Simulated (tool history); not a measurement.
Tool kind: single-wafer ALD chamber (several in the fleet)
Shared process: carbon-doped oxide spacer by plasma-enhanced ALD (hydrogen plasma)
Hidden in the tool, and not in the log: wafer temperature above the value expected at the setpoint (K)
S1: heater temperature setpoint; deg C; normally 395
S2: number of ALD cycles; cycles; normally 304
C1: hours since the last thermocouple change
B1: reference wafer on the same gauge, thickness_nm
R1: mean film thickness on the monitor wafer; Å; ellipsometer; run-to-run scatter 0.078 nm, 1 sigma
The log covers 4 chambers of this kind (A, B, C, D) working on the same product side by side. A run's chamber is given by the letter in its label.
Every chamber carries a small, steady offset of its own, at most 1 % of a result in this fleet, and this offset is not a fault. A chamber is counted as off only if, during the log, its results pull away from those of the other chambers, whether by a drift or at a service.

run 1D hour=5.0 | S1=395 S2=304 | C1=951.8 | B1=14.091 | R1=152.73
run 2A hour=13.4 | S1=395 S2=304 | C1=839.6 | B1=14.103 | R1=151.31
run 3B hour=19.4 | S1=395 S2=304 | C1=1378.5 | B1=14.091 | R1=150.72
run 4C hour=28.3 | S1=395 S2=304 | C1=458.6 | B1=14.103 | R1=153.47
run 5A hour=33.6 | S1=395 S2=304 | C1=859.8 | B1=14.104 | R1=151.75
run 6D hour=41.8 | S1=395 S2=304 | C1=988.6 | B1=14.116 | R1=152.76
run 7B hour=47.1 | S1=395 S2=304 | C1=1406.2 | B1=14.100 | R1=149.43
run 8C hour=54.0 | S1=395 S2=304 | C1=484.3 | B1=14.090 | R1=153.39
run 9B hour=60.8 | S1=395 S2=304 | C1=1419.9 | B1=14.076 | R1=150.43
run 10A hour=67.1 | S1=395 S2=304 | C1=893.3 | B1=14.082 | R1=150.45
run 11C hour=71.6 | S1=395 S2=304 | C1=501.9 | B1=14.108 | R1=151.49
run 12D hour=76.8 | S1=395 S2=304 | C1=1023.6 | B1=14.110 | R1=155.02
run 13D hour=83.8 | S1=395 S2=304 | C1=1030.6 | B1=14.088 | R1=152.56
run 14C hour=91.0 | S1=395 S2=304 | C1=521.3 | B1=14.083 | R1=154.64
run 15A hour=95.6 | S1=395 S2=304 | C1=921.8 | B1=14.091 | R1=151.49
run 16B hour=99.5 | S1=395 S2=304 | C1=1458.6 | B1=14.111 | R1=149.56
run 17A hour=106.0 | S1=395 S2=304 | C1=932.2 | B1=14.104 | R1=151.94
run 18C hour=110.5 | S1=387 S2=364 | C1=540.8 | B1=14.093 | R1=181.99
run 19D hour=118.3 | S1=387 S2=364 | C1=1065.1 | B1=14.088 | R1=183.67
-- hour=124.8 chamber D: thermocouple changed; heater temperature recalibrated
run 20B hour=126.3 | S1=387 S2=364 | C1=1485.4 | B1=14.101 | R1=181.82
run 21C hour=134.9 | S1=387 S2=364 | C1=565.2 | B1=14.115 | R1=184.83
run 22B hour=142.0 | S1=381 S2=325 | C1=1501.1 | B1=14.078 | R1=160.78
run 23D hour=149.5 | S1=381 S2=325 | C1=24.8 | B1=14.101 | R1=163.99
run 24A hour=154.0 | S1=381 S2=325 | C1=980.2 | B1=14.112 | R1=161.80
run 25B hour=161.6 | S1=381 S2=325 | C1=1520.7 | B1=14.094 | R1=162.08
run 26D hour=165.6 | S1=383 S2=281 | C1=40.9 | B1=14.104 | R1=141.85
run 27C hour=172.2 | S1=383 S2=281 | C1=602.5 | B1=14.101 | R1=141.02
run 28A hour=177.0 | S1=383 S2=281 | C1=1003.2 | B1=14.092 | R1=139.47
run 29B hour=184.1 | S1=383 S2=281 | C1=1543.2 | B1=14.096 | R1=139.09
run 30A hour=189.2 | S1=395 S2=304 | C1=1015.4 | B1=14.108 | R1=151.49
run 31D hour=193.0 | S1=395 S2=304 | C1=68.3 | B1=14.101 | R1=151.66
run 32C hour=201.2 | S1=395 S2=304 | C1=631.5 | B1=14.103 | R1=153.91
run 33C hour=207.5 | S1=395 S2=304 | C1=637.8 | B1=14.085 | R1=154.14
run 34A hour=215.0 | S1=395 S2=304 | C1=1041.2 | B1=14.102 | R1=151.86
run 35B hour=223.3 | S1=395 S2=304 | C1=1582.4 | B1=14.087 | R1=150.67
run 36D hour=229.8 | S1=395 S2=304 | C1=105.1 | B1=14.102 | R1=152.41
run 37B hour=235.4 | S1=395 S2=304 | C1=1594.5 | B1=14.111 | R1=151.70
run 38D hour=243.2 | S1=395 S2=361 | C1=118.5 | B1=14.086 | R1=182.70
run 39A hour=251.0 | S1=395 S2=361 | C1=1077.2 | B1=14.105 | R1=179.21
run 40C hour=258.2 | S1=395 S2=361 | C1=688.5 | B1=14.087 | R1=181.64
run 41D hour=262.8 | S1=395 S2=361 | C1=138.1 | B1=14.096 | R1=181.88

Is one chamber out of step, is the gauge drifting, or do the chambers differ by no more than their own small offsets? For an off chamber, give its letter and the likeliest cause.

No chamber stands off beyond its own small offset, and the gauge holds steady.

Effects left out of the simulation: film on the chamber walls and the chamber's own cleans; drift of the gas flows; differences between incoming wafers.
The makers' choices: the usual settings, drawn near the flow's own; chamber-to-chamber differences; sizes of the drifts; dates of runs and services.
